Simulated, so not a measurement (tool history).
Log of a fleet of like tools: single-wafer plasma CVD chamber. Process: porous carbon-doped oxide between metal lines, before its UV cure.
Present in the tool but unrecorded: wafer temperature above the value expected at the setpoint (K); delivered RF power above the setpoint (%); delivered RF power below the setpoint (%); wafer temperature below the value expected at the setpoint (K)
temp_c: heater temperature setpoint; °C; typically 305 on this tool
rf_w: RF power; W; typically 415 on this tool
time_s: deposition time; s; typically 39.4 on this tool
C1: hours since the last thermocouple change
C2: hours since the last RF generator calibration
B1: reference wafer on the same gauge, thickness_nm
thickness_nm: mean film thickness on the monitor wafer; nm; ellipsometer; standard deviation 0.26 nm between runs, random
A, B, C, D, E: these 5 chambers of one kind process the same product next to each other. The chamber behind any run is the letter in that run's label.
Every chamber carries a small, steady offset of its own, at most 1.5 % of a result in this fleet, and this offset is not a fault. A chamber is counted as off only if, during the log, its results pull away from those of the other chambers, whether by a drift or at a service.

{"run": "1E", "hour": 4.5, "temp_c": 305, "rf_w": 415, "time_s": 39.4, "C1": 1084.1, "C2": 1205.8, "B1": 185.92, "thickness_nm": 179.6}
{"run": "2C", "hour": 8.5, "temp_c": 305, "rf_w": 415, "time_s": 39.4, "C1": 472.1, "C2": 1570.8, "B1": 185.93, "thickness_nm": 178.75}
{"run": "3D", "hour": 15.3, "temp_c": 305, "rf_w": 415, "time_s": 39.4, "C1": 136.2, "C2": 335.7, "B1": 185.89, "thickness_nm": 179.04}
{"run": "4B", "hour": 21.9, "temp_c": 305, "rf_w": 415, "time_s": 39.4, "C1": 1127.3, "C2": 1305.9, "B1": 185.87, "thickness_nm": 180.94}
{"run": "5A", "hour": 27.0, "temp_c": 305, "rf_w": 415, "time_s": 39.4, "C1": 354.7, "C2": 803.9, "B1": 185.82, "thickness_nm": 180.38}
{"run": "6E", "hour": 32.8, "temp_c": 305, "rf_w": 415, "time_s": 39.4, "C1": 1112.4, "C2": 1234.1, "B1": 185.92, "thickness_nm": 179.47}
{"run": "7D", "hour": 36.4, "temp_c": 305, "rf_w": 415, "time_s": 39.4, "C1": 157.3, "C2": 356.8, "B1": 185.84, "thickness_nm": 178.75}
{"run": "8B", "hour": 41.1, "temp_c": 305, "rf_w": 365, "time_s": 44.4, "C1": 1146.5, "C2": 1325.1, "B1": 185.92, "thickness_nm": 183.74}
{"run": "9A", "hour": 46.9, "temp_c": 305, "rf_w": 365, "time_s": 44.4, "C1": 374.6, "C2": 823.8, "B1": 185.75, "thickness_nm": 183.52}
{"run": "10C", "hour": 51.6, "temp_c": 305, "rf_w": 365, "time_s": 44.4, "C1": 515.2, "C2": 1613.9, "B1": 185.86, "thickness_nm": 180.99}
{"run": "11E", "hour": 55.2, "temp_c": 305, "rf_w": 365, "time_s": 44.4, "C1": 1134.8, "C2": 1256.5, "B1": 185.69, "thickness_nm": 182.96}
{"run": "12C", "hour": 61.2, "temp_c": 305, "rf_w": 365, "time_s": 44.4, "C1": 524.8, "C2": 1623.5, "B1": 185.74, "thickness_nm": 180.71}
{"run": "13B", "hour": 67.8, "temp_c": 305, "rf_w": 415, "time_s": 39.4, "C1": 1173.2, "C2": 1351.8, "B1": 185.75, "thickness_nm": 180.59}
{"run": "14D", "hour": 71.8, "temp_c": 305, "rf_w": 415, "time_s": 39.4, "C1": 192.7, "C2": 392.2, "B1": 185.71, "thickness_nm": 179.1}
{"run": "15A", "hour": 77.8, "temp_c": 305, "rf_w": 415, "time_s": 39.4, "C1": 405.5, "C2": 854.7, "B1": 185.63, "thickness_nm": 180.81}
{"run": "16E", "hour": 84.5, "temp_c": 305, "rf_w": 415, "time_s": 39.4, "C1": 1164.1, "C2": 1285.8, "B1": 185.65, "thickness_nm": 179.36}
{"run": "17B", "hour": 92.5, "temp_c": 312, "rf_w": 340, "time_s": 39.4, "C1": 1197.9, "C2": 1376.5, "B1": 185.56, "thickness_nm": 148.5}
{"run": "18D", "hour": 97.3, "temp_c": 312, "rf_w": 340, "time_s": 39.4, "C1": 218.2, "C2": 417.7, "B1": 185.67, "thickness_nm": 147.02}
{"run": "19C", "hour": 102.9, "temp_c": 312, "rf_w": 340, "time_s": 39.4, "C1": 566.5, "C2": 1665.2, "B1": 185.64, "thickness_nm": 146.56}
{"run": "20A", "hour": 110.6, "temp_c": 312, "rf_w": 340, "time_s": 39.4, "C1": 438.3, "C2": 887.5, "B1": 185.53, "thickness_nm": 148.42}
{"run": "21A", "hour": 114.6, "temp_c": 312, "rf_w": 340, "time_s": 39.4, "C1": 442.3, "C2": 891.5, "B1": 185.54, "thickness_nm": 148.68}
{"run": "22D", "hour": 122.0, "temp_c": 305, "rf_w": 415, "time_s": 39.4, "C1": 242.9, "C2": 442.4, "B1": 185.47, "thickness_nm": 178.53}
{"hour": 126.7, "done": "chamber E: thermocouple changed; heater temperature recalibrated"}
{"run": "23E", "hour": 127.9, "temp_c": 305, "rf_w": 415, "time_s": 39.4, "C1": 1.3, "C2": 1329.2, "B1": 185.45, "thickness_nm": 179.03}
{"run": "24C", "hour": 132.4, "temp_c": 305, "rf_w": 415, "time_s": 46.4, "C1": 596.0, "C2": 1694.7, "B1": 185.39, "thickness_nm": 208.96}
{"run": "25B", "hour": 139.2, "temp_c": 305, "rf_w": 415, "time_s": 46.4, "C1": 1244.6, "C2": 1423.2, "B1": 185.32, "thickness_nm": 211.24}
{"run": "26D", "hour": 143.8, "temp_c": 305, "rf_w": 415, "time_s": 46.4, "C1": 264.7, "C2": 464.2, "B1": 185.29, "thickness_nm": 208.45}
{"run": "27E", "hour": 147.6, "temp_c": 305, "rf_w": 415, "time_s": 46.4, "C1": 21.0, "C2": 1348.9, "B1": 185.27, "thickness_nm": 209.92}
{"run": "28A", "hour": 155.1, "temp_c": 305, "rf_w": 415, "time_s": 46.4, "C1": 482.8, "C2": 932.0, "B1": 185.39, "thickness_nm": 211.08}
{"run": "29C", "hour": 162.9, "temp_c": 316, "rf_w": 415, "time_s": 44.1, "C1": 626.5, "C2": 1725.2, "B1": 185.27, "thickness_nm": 187.31}
{"run": "30B", "hour": 166.4, "temp_c": 316, "rf_w": 415, "time_s": 44.1, "C1": 1271.8, "C2": 1450.4, "B1": 185.22, "thickness_nm": 190.02}
{"run": "31D", "hour": 171.1, "temp_c": 316, "rf_w": 415, "time_s": 44.1, "C1": 292.0, "C2": 491.5, "B1": 185.28, "thickness_nm": 187.19}
{"run": "32B", "hour": 175.9, "temp_c": 316, "rf_w": 415, "time_s": 44.1, "C1": 1281.3, "C2": 1459.9, "B1": 185.21, "thickness_nm": 189.55}
{"run": "33E", "hour": 180.7, "temp_c": 316, "rf_w": 415, "time_s": 44.1, "C1": 54.1, "C2": 1382.0, "B1": 185.1, "thickness_nm": 188.5}
{"run": "34C", "hour": 188.2, "temp_c": 305, "rf_w": 415, "time_s": 39.4, "C1": 651.8, "C2": 1750.5, "B1": 185.16, "thickness_nm": 177.63}
{"run": "35A", "hour": 194.0, "temp_c": 305, "rf_w": 415, "time_s": 39.4, "C1": 521.7, "C2": 970.9, "B1": 185.16, "thickness_nm": 180.45}
{"run": "36B", "hour": 198.8, "temp_c": 305, "rf_w": 415, "time_s": 39.4, "C1": 1304.2, "C2": 1482.8, "B1": 185.11, "thickness_nm": 180.16}
{"run": "37A", "hour": 205.4, "temp_c": 305, "rf_w": 415, "time_s": 39.4, "C1": 533.1, "C2": 982.3, "B1": 185.15, "thickness_nm": 180.2}
{"run": "38C", "hour": 211.8, "temp_c": 305, "rf_w": 415, "time_s": 39.4, "C1": 675.4, "C2": 1774.1, "B1": 185.07, "thickness_nm": 177.91}
{"run": "39E", "hour": 218.7, "temp_c": 305, "rf_w": 455, "time_s": 42.7, "C1": 92.1, "C2": 1420.0, "B1": 185.0, "thickness_nm": 207.32}
{"run": "40D", "hour": 225.9, "temp_c": 305, "rf_w": 455, "time_s": 42.7, "C1": 346.8, "C2": 546.3, "B1": 184.97, "thickness_nm": 206.64}
{"run": "41E", "hour": 232.9, "temp_c": 305, "rf_w": 455, "time_s": 42.7, "C1": 106.3, "C2": 1434.2, "B1": 185.01, "thickness_nm": 207.76}
{"run": "42D", "hour": 240.9, "temp_c": 305, "rf_w": 455, "time_s": 42.7, "C1": 361.8, "C2": 561.3, "B1": 184.94, "thickness_nm": 206.74}
{"run": "43A", "hour": 245.3, "temp_c": 305, "rf_w": 455, "time_s": 42.7, "C1": 573.0, "C2": 1022.2, "B1": 184.95, "thickness_nm": 209.37}
{"run": "44B", "hour": 249.1, "temp_c": 305, "rf_w": 415, "time_s": 39.4, "C1": 1354.5, "C2": 1533.1, "B1": 184.98, "thickness_nm": 179.67}

Does one chamber stand apart from the rest, does the shared gauge drift, or is all well apart from small per-chamber offsets? Give the chamber and the most likely cause, where there is one.

Gauge drift. The chambers move together only on paper, and none stands off.
Likeliest cause: gauge reads low (%) = 0.604.
